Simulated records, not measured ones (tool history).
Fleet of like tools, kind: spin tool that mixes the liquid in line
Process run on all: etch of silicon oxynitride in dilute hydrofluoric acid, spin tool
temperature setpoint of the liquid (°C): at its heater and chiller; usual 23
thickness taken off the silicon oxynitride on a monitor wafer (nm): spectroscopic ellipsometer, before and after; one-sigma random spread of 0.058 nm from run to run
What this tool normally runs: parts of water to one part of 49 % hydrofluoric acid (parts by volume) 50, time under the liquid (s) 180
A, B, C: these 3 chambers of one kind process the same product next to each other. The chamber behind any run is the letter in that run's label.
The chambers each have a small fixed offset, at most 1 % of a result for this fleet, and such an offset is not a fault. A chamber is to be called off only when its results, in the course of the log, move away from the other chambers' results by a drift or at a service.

run	hour	temperature setpoint of the liquid (°C)	parts of water to one part of 49 % hydrofluoric acid (parts by volume)	time under the liquid (s)	read-back film thickness of the silicon oxynitride reference wafer, read on the same gauge (nm)	thickness taken off the silicon oxynitride on a monitor wafer (nm)
1B	12.6	23	50	180	120.01	12.93
2A	24.4	23	50	180	120	13.023
3C	38.4	23	50	180	120	12.934
4B	49	23	50	180	120	12.793
5A	61.1	21	50	180	120.02	11.803
6C	76.1	21	50	180	120	11.828
7C	84.9	21	50	180	120.01	11.944
8B	100	23	50	180	120	12.984
9A	114.7	23	50	180	120.02	13.053
10B	130.2	23	50	180	120.02	12.942
11A	141.8	23	50	180	120	13.163
12C	149.2	23	50	180	119.98	13.238
13C	161.2	23	50	180	119.99	13.182
14B	170.8	23	50	180	119.98	12.946
15A	182.3	23	50	180	119.98	12.982
16B	194.8	23	50	180	120.02	12.883
# hour 195: chamber A: hydrofluoric acid flow meter replaced
17A	202.9	18.5	65	180	120	7.8585
18C	213	18.5	65	180	119.99	8.0728
19C	224.1	18.5	65	180	119.99	8.0878
20A	233.6	23	50	180	120.04	13.062
21B	248	23	50	180	120.01	12.907
22B	255.5	23	50	180	119.99	13.025
23A	263.3	26.5	50	130	119.99	11.18
24C	271.1	26.5	50	130	120.02	11.516
25B	280.9	26.5	50	130	119.99	11.043
26A	291.1	27	50	180	120.01	15.88
27C	303.3	27	50	180	119.99	16.472
28A	316.7	27	50	180	120.01	15.985
29B	330.4	18.5	70	180	120	7.3124
30C	343.2	18.5	70	180	120	7.6569
31B	355.8	18.5	70	180	119.99	7.318
32A	364.3	23	50	130	119.99	9.4875
33C	372.7	23	50	130	120	9.8888
34B	383.3	23	50	130	119.99	9.3682

All chambers now run identical settings, listed one chamber a line with results as question marks. What results will each chamber show?
35A	394.6	23	50	180		?
35B	394.6	23	50	180		?
35C	394.6	23	50	180		?

run	thickness taken off the silicon oxynitride on a monitor wafer (nm)
35A	13.16
35B	13.04
35C	13.725
